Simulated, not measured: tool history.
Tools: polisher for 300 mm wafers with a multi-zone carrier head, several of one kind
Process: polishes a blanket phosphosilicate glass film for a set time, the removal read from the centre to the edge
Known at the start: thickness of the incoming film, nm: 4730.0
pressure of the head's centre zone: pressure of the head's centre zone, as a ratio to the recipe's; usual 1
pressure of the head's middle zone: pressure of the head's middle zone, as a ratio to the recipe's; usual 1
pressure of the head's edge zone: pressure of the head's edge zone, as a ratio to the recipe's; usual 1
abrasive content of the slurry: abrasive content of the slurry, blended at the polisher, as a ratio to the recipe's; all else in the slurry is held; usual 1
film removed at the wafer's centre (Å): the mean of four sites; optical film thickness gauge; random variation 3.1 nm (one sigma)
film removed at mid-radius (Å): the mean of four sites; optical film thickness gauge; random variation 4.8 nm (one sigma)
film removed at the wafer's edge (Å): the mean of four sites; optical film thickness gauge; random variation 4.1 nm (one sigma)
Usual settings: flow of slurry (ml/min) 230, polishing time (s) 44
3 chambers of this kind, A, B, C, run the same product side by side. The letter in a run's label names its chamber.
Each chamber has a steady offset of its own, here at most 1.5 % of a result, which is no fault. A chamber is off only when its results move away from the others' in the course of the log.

run,hour,flow of slurry (ml/min),pressure of the head's centre zone,pressure of the head's middle zone,pressure of the head's edge zone,abrasive content of the slurry,polishing time (s),wafers polished on this pad,hours since the slurry nozzle was cleaned,hours since the centre zone pressure was calibrated,hours since the edge zone pressure was calibrated,film removed at the wafer's centre (Å),film removed at mid-radius (Å),film removed at the wafer's edge (Å)
1C,2.4,230,1,1,1,1,44,147,29,305.9,68.7,3713.3,3597.7,3735.7
# hour 2.9: chamber A: worn pad replaced by a new one
2A,7,230,1,1,1,1,44,42,252.8,989.1,64.1,3701.3,3634.5,3722.2
3B,11.3,230,1,1,1,1,44,785,521.6,264.2,274.4,3687.1,3630.4,3806.5
4C,14.2,230,1,1,1,1,44,266,40.8,317.7,80.5,3709.6,3714.2,3712.1
5B,17.9,230,1,1,1,1,44,852,528.2,270.8,281,3648.5,3584.1,3715.5
6A,20.8,230,1,1,1,1,44,180,266.6,1002.9,77.9,3744,3671,3680.5
7B,24.7,230,1,1,1,1,44,920,535,277.6,287.8,3686.5,3620.3,3711.1
8A,27.4,230,1,1,1,1,44,247,273.2,1009.5,84.5,3708.7,3662.9,3737.7
9C,30.6,230,1,1,1,1,44,431,57.2,334.1,96.9,3663.6,3718.7,3696.9
10B,34.3,230,1,1,1,1,44,1016,544.6,287.2,297.4,3679.8,3689.4,3702.2
# hour 38: chamber B: worn pad replaced by a new one
11A,38.7,230,1,1,1,1,44,360,284.5,1020.8,95.8,3711.8,3641.8,3749
12C,42,230,1,1,1,1,44,545,68.6,345.5,108.3,3709.4,3738.8,3747.9
13B,45.6,230,1,1,1,1,44,77,555.9,298.5,308.7,3636.4,3727.1,3796.2
14A,48.1,230,1,0.89,1.1,1,44,455,293.9,1030.2,105.2,3733,3268.8,3917.9
15C,52.9,230,1,0.89,1.1,1,44,655,79.5,356.4,119.2,3734.5,3355.5,3897.1
16A,57.3,230,1,0.89,1.1,1,44,547,303.1,1039.4,114.4,3752.1,3234.3,3962.2
17C,60.8,230,1,1,1,1.2,44,734,87.4,364.3,127.1,3993.7,4103.2,3988.6
18B,63.4,230,1,1,1,1.2,44,255,573.7,316.3,326.5,3978.7,3962.7,4119.1
# hour 66.7: chamber C: worn pad replaced by a new one
19B,68.5,230,1,1,1,1.2,44,307,578.8,321.4,331.6,3949.5,4021.9,4041.6
20A,73.5,230,1,1,1,1,44,710,319.3,1055.6,130.6,3669.4,3655.2,3751.4
# hour 75.2: chamber B: edge zone pressure recalibrated
21C,78.3,230,1,1,1,1,44,117,104.9,381.8,144.6,3675.6,3638.6,3717.2
# hour 80.5: chamber A: worn pad replaced by a new one
22C,82.7,230,1,1,1,1,44,161,109.3,386.2,149,3691.3,3613.8,3735.1
23B,87.4,230,1,1,1,1,44,497,597.7,340.3,12.3,3711.4,3717.7,3671.4
24A,92.2,230,1.08,1,1,1,44,118,338,1074.3,149.3,4034.2,3734,3750.4
25C,97.3,230,1.08,1,1,1,44,308,123.9,400.8,163.6,4033.2,3626.9,3685.7
26A,102.4,230,1.08,1,1,1,44,220,348.2,1084.5,159.5,4050.5,3664.4,3676.9
27B,106.2,230,1,1,1,1,44,686,616.5,359.1,31.1,3710.9,3708,3737.7
28C,111,230,1,1.12,1,1,50,445,137.6,414.5,177.3,4177.2,4654.7,4210.3
29B,114.7,230,1,1.12,1,1,50,771,625,367.6,39.6,4222.1,4617.9,4289

Next, every chamber runs the same settings. What will each give?
30A,118.5,230,0.96,1,1,1,44,,,,,?,?,?
30B,118.5,230,0.96,1,1,1,44,,,,,?,?,?
30C,118.5,230,0.96,1,1,1,44,,,,,?,?,?

run,film removed at the wafer's centre (Å),film removed at mid-radius (Å),film removed at the wafer's edge (Å)
30A,3564.5,3675.1,3813.6
30B,3590.8,3661.3,3724.1
30C,3532.4,3749.4,3666.2
